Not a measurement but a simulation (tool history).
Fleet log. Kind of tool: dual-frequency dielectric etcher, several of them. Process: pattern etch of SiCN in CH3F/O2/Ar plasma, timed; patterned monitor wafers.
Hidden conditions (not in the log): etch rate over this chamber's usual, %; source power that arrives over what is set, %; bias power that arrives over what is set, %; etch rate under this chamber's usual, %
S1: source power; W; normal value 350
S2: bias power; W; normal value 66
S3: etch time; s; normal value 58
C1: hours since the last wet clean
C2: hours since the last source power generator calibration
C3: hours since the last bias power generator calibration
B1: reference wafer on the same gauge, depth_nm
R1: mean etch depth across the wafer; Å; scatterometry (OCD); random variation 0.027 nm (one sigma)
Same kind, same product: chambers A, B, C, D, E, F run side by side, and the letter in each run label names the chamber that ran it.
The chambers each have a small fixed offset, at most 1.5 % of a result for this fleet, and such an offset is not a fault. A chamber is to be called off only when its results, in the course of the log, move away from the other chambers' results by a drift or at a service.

{"run": "1F", "hour": 3.2, "S1": 350, "S2": 66, "S3": 58, "C1": 315.1, "C2": 4064.5, "C3": 1183.9, "B1": 16.197, "R1": 200.53}
{"run": "2E", "hour": 5.8, "S1": 350, "S2": 66, "S3": 58, "C1": 100.4, "C2": 268, "C3": 1106.9, "B1": 16.19, "R1": 202.87}
{"run": "3C", "hour": 10.0, "S1": 350, "S2": 66, "S3": 58, "C1": 291.5, "C2": 1989.5, "C3": 1183.9, "B1": 16.194, "R1": 201.31}
{"run": "4A", "hour": 12.8, "S1": 350, "S2": 66, "S3": 58, "C1": 96.6, "C2": 2019, "C3": 2390.6, "B1": 16.192, "R1": 199.6}
{"run": "5D", "hour": 15.7, "S1": 350, "S2": 66, "S3": 58, "C1": 455.9, "C2": 1985.9, "C3": 1010.4, "B1": 16.195, "R1": 199.68}
{"run": "6B", "hour": 19.5, "S1": 260, "S2": 66, "S3": 58, "C1": 281.2, "C2": 1934.9, "C3": 3173.7, "B1": 16.192, "R1": 178.82}
{"run": "7A", "hour": 22.0, "S1": 260, "S2": 66, "S3": 58, "C1": 105.8, "C2": 2028.2, "C3": 2399.8, "B1": 16.18, "R1": 178.61}
{"run": "8F", "hour": 26.2, "S1": 260, "S2": 66, "S3": 58, "C1": 338.1, "C2": 4087.5, "C3": 1206.9, "B1": 16.188, "R1": 178.9}
{"run": "9D", "hour": 29.7, "S1": 260, "S2": 66, "S3": 58, "C1": 469.9, "C2": 1999.9, "C3": 1024.4, "B1": 16.18, "R1": 178.19}
{"run": "10E", "hour": 34.2, "S1": 260, "S2": 66, "S3": 58, "C1": 128.8, "C2": 296.4, "C3": 1135.3, "B1": 16.182, "R1": 180.67}
{"run": "11C", "hour": 38.6, "S1": 260, "S2": 66, "S3": 58, "C1": 320.1, "C2": 2018.1, "C3": 1212.5, "B1": 16.172, "R1": 179.9}
{"run": "12B", "hour": 42.9, "S1": 350, "S2": 66, "S3": 58, "C1": 304.6, "C2": 1958.3, "C3": 3197.1, "B1": 16.175, "R1": 199.41}
{"run": "13E", "hour": 45.1, "S1": 350, "S2": 66, "S3": 58, "C1": 139.7, "C2": 307.3, "C3": 1146.2, "B1": 16.166, "R1": 202.12}
{"hour": 46.8, "done": "chamber D: wet clean of the chamber"}
{"run": "14D", "hour": 48.3, "S1": 350, "S2": 66, "S3": 58, "C1": 1.5, "C2": 2018.5, "C3": 1043, "B1": 16.165, "R1": 199.51}
{"run": "15B", "hour": 51.5, "S1": 350, "S2": 66, "S3": 58, "C1": 313.2, "C2": 1966.9, "C3": 3205.7, "B1": 16.163, "R1": 199.59}
{"run": "16A", "hour": 56.3, "S1": 350, "S2": 66, "S3": 58, "C1": 140.1, "C2": 2062.5, "C3": 2434.1, "B1": 16.162, "R1": 199.03}
{"run": "17C", "hour": 60.6, "S1": 350, "S2": 66, "S3": 58, "C1": 342.1, "C2": 2040.1, "C3": 1234.5, "B1": 16.161, "R1": 200.98}
{"run": "18F", "hour": 63.5, "S1": 350, "S2": 66, "S3": 58, "C1": 375.4, "C2": 4124.8, "C3": 1244.2, "B1": 16.161, "R1": 199.51}
{"run": "19E", "hour": 68.2, "S1": 350, "S2": 66, "S3": 58, "C1": 162.8, "C2": 330.4, "C3": 1169.3, "B1": 16.152, "R1": 202.33}
{"run": "20A", "hour": 71.0, "S1": 350, "S2": 66, "S3": 58, "C1": 154.8, "C2": 2077.2, "C3": 2448.8, "B1": 16.15, "R1": 199.08}
{"run": "21C", "hour": 74.2, "S1": 350, "S2": 55, "S3": 58, "C1": 355.7, "C2": 2053.7, "C3": 1248.1, "B1": 16.154, "R1": 188.24}
{"run": "22F", "hour": 78.3, "S1": 350, "S2": 55, "S3": 58, "C1": 390.2, "C2": 4139.6, "C3": 1259, "B1": 16.153, "R1": 187.61}
{"hour": 80.3, "done": "chamber B: bias power generator calibrated"}
{"run": "23D", "hour": 81.6, "S1": 350, "S2": 55, "S3": 58, "C1": 34.8, "C2": 2051.8, "C3": 1076.3, "B1": 16.143, "R1": 186.68}
{"run": "24B", "hour": 83.7, "S1": 350, "S2": 55, "S3": 58, "C1": 345.4, "C2": 1999.1, "C3": 3.4, "B1": 16.141, "R1": 187.37}
{"run": "25C", "hour": 87.7, "S1": 350, "S2": 55, "S3": 58, "C1": 369.2, "C2": 2067.2, "C3": 1261.6, "B1": 16.145, "R1": 188.22}
{"run": "26E", "hour": 92.0, "S1": 350, "S2": 55, "S3": 58, "C1": 186.6, "C2": 354.2, "C3": 1193.1, "B1": 16.136, "R1": 189.72}
{"run": "27B", "hour": 94.5, "S1": 440, "S2": 66, "S3": 70, "C1": 356.2, "C2": 2009.9, "C3": 14.2, "B1": 16.136, "R1": 261.52}
{"run": "28F", "hour": 97.8, "S1": 440, "S2": 66, "S3": 70, "C1": 409.7, "C2": 4159.1, "C3": 1278.5, "B1": 16.145, "R1": 262.75}
{"run": "29D", "hour": 100.8, "S1": 440, "S2": 66, "S3": 70, "C1": 54, "C2": 2071, "C3": 1095.5, "B1": 16.129, "R1": 262.21}
{"run": "30A", "hour": 104.5, "S1": 440, "S2": 66, "S3": 70, "C1": 188.3, "C2": 2110.7, "C3": 2482.3, "B1": 16.127, "R1": 260.76}
{"run": "31F", "hour": 108.6, "S1": 440, "S2": 66, "S3": 70, "C1": 420.5, "C2": 4169.9, "C3": 1289.3, "B1": 16.128, "R1": 263.05}
{"run": "32B", "hour": 112.8, "S1": 440, "S2": 66, "S3": 70, "C1": 374.5, "C2": 2028.2, "C3": 32.5, "B1": 16.128, "R1": 261.21}
{"run": "33A", "hour": 117.1, "S1": 350, "S2": 52, "S3": 58, "C1": 200.9, "C2": 2123.3, "C3": 2494.9, "B1": 16.122, "R1": 182.89}
{"run": "34E", "hour": 119.9, "S1": 350, "S2": 52, "S3": 58, "C1": 214.5, "C2": 382.1, "C3": 1221, "B1": 16.12, "R1": 185.91}
{"run": "35D", "hour": 123.4, "S1": 350, "S2": 52, "S3": 58, "C1": 76.6, "C2": 2093.6, "C3": 1118.1, "B1": 16.117, "R1": 182.99}
{"run": "36C", "hour": 126.2, "S1": 350, "S2": 52, "S3": 58, "C1": 407.7, "C2": 2105.7, "C3": 1300.1, "B1": 16.119, "R1": 184.36}
{"run": "37D", "hour": 129.9, "S1": 350, "S2": 52, "S3": 58, "C1": 83.1, "C2": 2100.1, "C3": 1124.6, "B1": 16.116, "R1": 183.64}
{"run": "38F", "hour": 134.5, "S1": 350, "S2": 52, "S3": 58, "C1": 446.4, "C2": 4195.8, "C3": 1315.2, "B1": 16.116, "R1": 183.58}

All 6 chambers run these settings next. Forecast each chamber's results:
{"run": "39A", "hour": 138.0, "S1": 350, "S2": 66, "S3": 58, "R1": "?"}
{"run": "39B", "hour": 138.0, "S1": 350, "S2": 66, "S3": 58, "R1": "?"}
{"run": "39C", "hour": 138.0, "S1": 350, "S2": 66, "S3": 58, "R1": "?"}
{"run": "39D", "hour": 138.0, "S1": 350, "S2": 66, "S3": 58, "R1": "?"}
{"run": "39E", "hour": 138.0, "S1": 350, "S2": 66, "S3": 58, "R1": "?"}
{"run": "39F", "hour": 138.0, "S1": 350, "S2": 66, "S3": 58, "R1": "?"}

run=39A R1=198.56
run=39B R1=199.19
run=39C R1=199.84
run=39D R1=198.56
run=39E R1=201.99
run=39F R1=199.8
